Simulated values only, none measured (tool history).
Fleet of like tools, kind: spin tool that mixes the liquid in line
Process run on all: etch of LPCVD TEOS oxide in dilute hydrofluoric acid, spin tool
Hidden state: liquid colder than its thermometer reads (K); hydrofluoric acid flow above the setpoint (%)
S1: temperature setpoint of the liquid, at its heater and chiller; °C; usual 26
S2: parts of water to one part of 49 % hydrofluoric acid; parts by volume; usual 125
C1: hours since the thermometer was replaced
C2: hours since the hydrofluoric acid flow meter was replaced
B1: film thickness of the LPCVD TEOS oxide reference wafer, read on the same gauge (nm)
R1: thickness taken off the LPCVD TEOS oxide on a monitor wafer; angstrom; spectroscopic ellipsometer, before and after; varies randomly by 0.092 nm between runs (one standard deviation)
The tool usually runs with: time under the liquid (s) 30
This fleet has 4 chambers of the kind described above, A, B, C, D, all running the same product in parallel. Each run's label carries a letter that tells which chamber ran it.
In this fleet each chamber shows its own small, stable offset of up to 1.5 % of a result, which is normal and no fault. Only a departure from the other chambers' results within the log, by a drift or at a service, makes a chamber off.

{"run": "1A", "hour": 14.3, "S1": 26, "S2": 125, "time under the liquid (s)": 30, "C1": 1129.4, "C2": 499.5, "B1": 129.99, "R1": 140.39}
{"run": "2B", "hour": 27.3, "S1": 26, "S2": 125, "time under the liquid (s)": 30, "C1": 423.6, "C2": 1054.3, "B1": 129.99, "R1": 138.38}
{"run": "3C", "hour": 38.7, "S1": 26, "S2": 125, "time under the liquid (s)": 30, "C1": 644.1, "C2": 408.9, "B1": 130, "R1": 138.75}
{"run": "4D", "hour": 53.2, "S1": 26, "S2": 125, "time under the liquid (s)": 30, "C1": 748.4, "C2": 1974.3, "B1": 130.02, "R1": 143.47}
{"hour": 64.6, "done": "chamber D: hydrofluoric acid flow meter replaced"}
{"run": "5C", "hour": 66.4, "S1": 26, "S2": 125, "time under the liquid (s)": 30, "C1": 671.8, "C2": 436.6, "B1": 129.99, "R1": 140.47}
{"run": "6D", "hour": 73.0, "S1": 26, "S2": 125, "time under the liquid (s)": 30, "C1": 768.2, "C2": 8.5, "B1": 129.99, "R1": 141.34}
{"hour": 83.1, "done": "chamber A: hydrofluoric acid flow meter replaced"}
{"run": "7B", "hour": 84.6, "S1": 26, "S2": 125, "time under the liquid (s)": 30, "C1": 480.9, "C2": 1111.6, "B1": 130, "R1": 139.64}
{"run": "8A", "hour": 99.3, "S1": 26, "S2": 125, "time under the liquid (s)": 30, "C1": 1214.4, "C2": 16.3, "B1": 130.01, "R1": 141.98}
{"run": "9D", "hour": 107.3, "S1": 26, "S2": 125, "time under the liquid (s)": 30, "C1": 802.5, "C2": 42.8, "B1": 130, "R1": 142.49}
{"run": "10A", "hour": 120.0, "S1": 26, "S2": 125, "time under the liquid (s)": 30, "C1": 1235.1, "C2": 37, "B1": 129.99, "R1": 141.1}
{"run": "11C", "hour": 131.6, "S1": 26, "S2": 125, "time under the liquid (s)": 30, "C1": 737, "C2": 501.8, "B1": 129.98, "R1": 141.85}
{"run": "12B", "hour": 144.2, "S1": 28, "S2": 75, "time under the liquid (s)": 30, "C1": 540.5, "C2": 1171.2, "B1": 130, "R1": 268.7}
{"run": "13D", "hour": 153.1, "S1": 28, "S2": 75, "time under the liquid (s)": 30, "C1": 848.3, "C2": 88.6, "B1": 130, "R1": 273.92}
{"run": "14C", "hour": 161.7, "S1": 28, "S2": 75, "time under the liquid (s)": 30, "C1": 767.1, "C2": 531.9, "B1": 130, "R1": 280.32}
{"run": "15B", "hour": 169.4, "S1": 28, "S2": 75, "time under the liquid (s)": 30, "C1": 565.7, "C2": 1196.4, "B1": 130.01, "R1": 269.19}
{"run": "16A", "hour": 181.1, "S1": 29.5, "S2": 125, "time under the liquid (s)": 30, "C1": 1296.2, "C2": 98.1, "B1": 129.99, "R1": 159.68}
{"run": "17A", "hour": 187.8, "S1": 29.5, "S2": 125, "time under the liquid (s)": 30, "C1": 1302.9, "C2": 104.8, "B1": 130.01, "R1": 159.54}
{"hour": 196.2, "done": "chamber A: thermometer replaced"}
{"run": "18B", "hour": 201.6, "S1": 29.5, "S2": 125, "time under the liquid (s)": 30, "C1": 597.9, "C2": 1228.6, "B1": 130.02, "R1": 159.14}
{"run": "19D", "hour": 215.5, "S1": 29.5, "S2": 125, "time under the liquid (s)": 30, "C1": 910.7, "C2": 151, "B1": 130.01, "R1": 161.46}
{"run": "20C", "hour": 224.5, "S1": 26, "S2": 125, "time under the liquid (s)": 30, "C1": 829.9, "C2": 594.7, "B1": 130, "R1": 146.23}
{"run": "21B", "hour": 235.6, "S1": 26, "S2": 125, "time under the liquid (s)": 30, "C1": 631.9, "C2": 1262.6, "B1": 130.01, "R1": 138.31}
{"run": "22C", "hour": 242.6, "S1": 26, "S2": 125, "time under the liquid (s)": 30, "C1": 848, "C2": 612.8, "B1": 130, "R1": 146.27}
{"run": "23D", "hour": 249.6, "S1": 26, "S2": 125, "time under the liquid (s)": 30, "C1": 944.8, "C2": 185.1, "B1": 130.02, "R1": 141.46}
{"run": "24A", "hour": 258.1, "S1": 26, "S2": 125, "time under the liquid (s)": 30, "C1": 61.9, "C2": 175.1, "B1": 130, "R1": 141.23}

Predict what each chamber gives when all 4 of them run the settings below next.
{"run": "25A", "hour": 268.6, "S1": 26, "S2": 125, "time under the liquid (s)": 30, "R1": "?"}
{"run": "25B", "hour": 268.6, "S1": 26, "S2": 125, "time under the liquid (s)": 30, "R1": "?"}
{"run": "25C", "hour": 268.6, "S1": 26, "S2": 125, "time under the liquid (s)": 30, "R1": "?"}
{"run": "25D", "hour": 268.6, "S1": 26, "S2": 125, "time under the liquid (s)": 30, "R1": "?"}

run=25A R1=140.2
run=25B R1=141.01
run=25C R1=149.17
run=25D R1=141.32
